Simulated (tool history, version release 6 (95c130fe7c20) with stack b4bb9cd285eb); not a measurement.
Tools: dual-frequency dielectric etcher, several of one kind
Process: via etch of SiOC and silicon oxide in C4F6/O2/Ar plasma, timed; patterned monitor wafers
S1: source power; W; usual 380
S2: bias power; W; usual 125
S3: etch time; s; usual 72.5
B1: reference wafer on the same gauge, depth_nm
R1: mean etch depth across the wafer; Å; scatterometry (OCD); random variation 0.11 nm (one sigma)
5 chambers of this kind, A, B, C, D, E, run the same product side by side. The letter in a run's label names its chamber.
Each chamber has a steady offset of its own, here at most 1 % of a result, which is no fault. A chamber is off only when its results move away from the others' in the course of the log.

| run | hour | S1 | S2 | S3 | B1 | R1 |
|---|---|---|---|---|---|---|
|  | 0.2 | chamber D: wet clean of the chamber |
| 1C | 3.7 | 380 | 125 | 72.5 | 82.407 | 716.84 |
| 2E | 8.4 | 380 | 125 | 72.5 | 82.348 | 720.22 |
| 3B | 14.3 | 380 | 125 | 72.5 | 82.342 | 723.7 |
| 4D | 20.1 | 380 | 125 | 72.5 | 82.347 | 713.92 |
| 5A | 23.9 | 380 | 125 | 72.5 | 82.351 | 718.66 |
| 6D | 27.7 | 380 | 125 | 72.5 | 82.339 | 715.21 |
| 7C | 32.8 | 380 | 125 | 72.5 | 82.344 | 717.82 |
| 8E | 36.7 | 380 | 125 | 72.5 | 82.283 | 720.04 |
| 9A | 41.5 | 380 | 125 | 72.5 | 82.297 | 717.06 |
| 10B | 47.2 | 380 | 125 | 72.5 | 82.274 | 722.05 |
| 11C | 53.5 | 380 | 125 | 72.5 | 82.261 | 715.26 |
| 12A | 61 | 380 | 106 | 72.5 | 82.24 | 681.32 |
| 13E | 67 | 380 | 106 | 72.5 | 82.227 | 682.75 |
| 14D | 74.5 | 380 | 106 | 72.5 | 82.2 | 681.7 |
| 15B | 79.3 | 380 | 106 | 72.5 | 82.188 | 689.85 |
| 16B | 85.1 | 380 | 106 | 72.5 | 82.164 | 689.13 |
|  | 86.5 | chamber A: wet clean of the chamber |
| 17E | 91.7 | 380 | 125 | 72.5 | 82.166 | 720.27 |
| 18A | 95.2 | 380 | 125 | 72.5 | 82.12 | 716.47 |
| 19D | 100.4 | 380 | 125 | 72.5 | 82.132 | 713.09 |
| 20C | 107.6 | 380 | 125 | 72.5 | 82.098 | 713.23 |
| 21A | 114.1 | 380 | 125 | 72.5 | 82.094 | 715 |
|  | 117.2 | chamber B: bias power generator calibrated |
| 22B | 121.4 | 380 | 125 | 72.5 | 82.042 | 721.2 |
| 23C | 127.3 | 380 | 125 | 72.5 | 82.007 | 715.16 |
|  | 130.4 | chamber D: source power generator calibrated |
| 24D | 133.9 | 380 | 125 | 72.5 | 82.055 | 713.67 |
| 25E | 139.2 | 380 | 125 | 72.5 | 82.015 | 717.63 |
| 26D | 146.7 | 380 | 125 | 72.5 | 82.011 | 713.73 |
| 27C | 152.2 | 380 | 125 | 72.5 | 81.998 | 713.56 |
| 28A | 157.6 | 380 | 125 | 72.5 | 81.943 | 714.49 |
| 29E | 164.4 | 380 | 125 | 72.5 | 81.968 | 716.6 |
| 30B | 169.3 | 380 | 125 | 72.5 | 81.928 | 719.3 |
| 31A | 174.6 | 380 | 125 | 72.5 | 81.905 | 712.63 |
| 32D | 180.1 | 380 | 125 | 72.5 | 81.919 | 710.05 |
| 33B | 183.9 | 380 | 125 | 72.5 | 81.853 | 719.11 |

Next, every chamber runs the same settings. What will each give?
| 34A | 189.5 | 380 | 105 | 72.5 |  | ? |
| 34B | 189.5 | 380 | 105 | 72.5 |  | ? |
| 34C | 189.5 | 380 | 105 | 72.5 |  | ? |
| 34D | 189.5 | 380 | 105 | 72.5 |  | ? |
| 34E | 189.5 | 380 | 105 | 72.5 |  | ? |

| run | R1 |
|---|---|
| 34A | 678.96 |
| 34B | 684.62 |
| 34C | 678.22 |
| 34D | 677.18 |
| 34E | 677.91 |
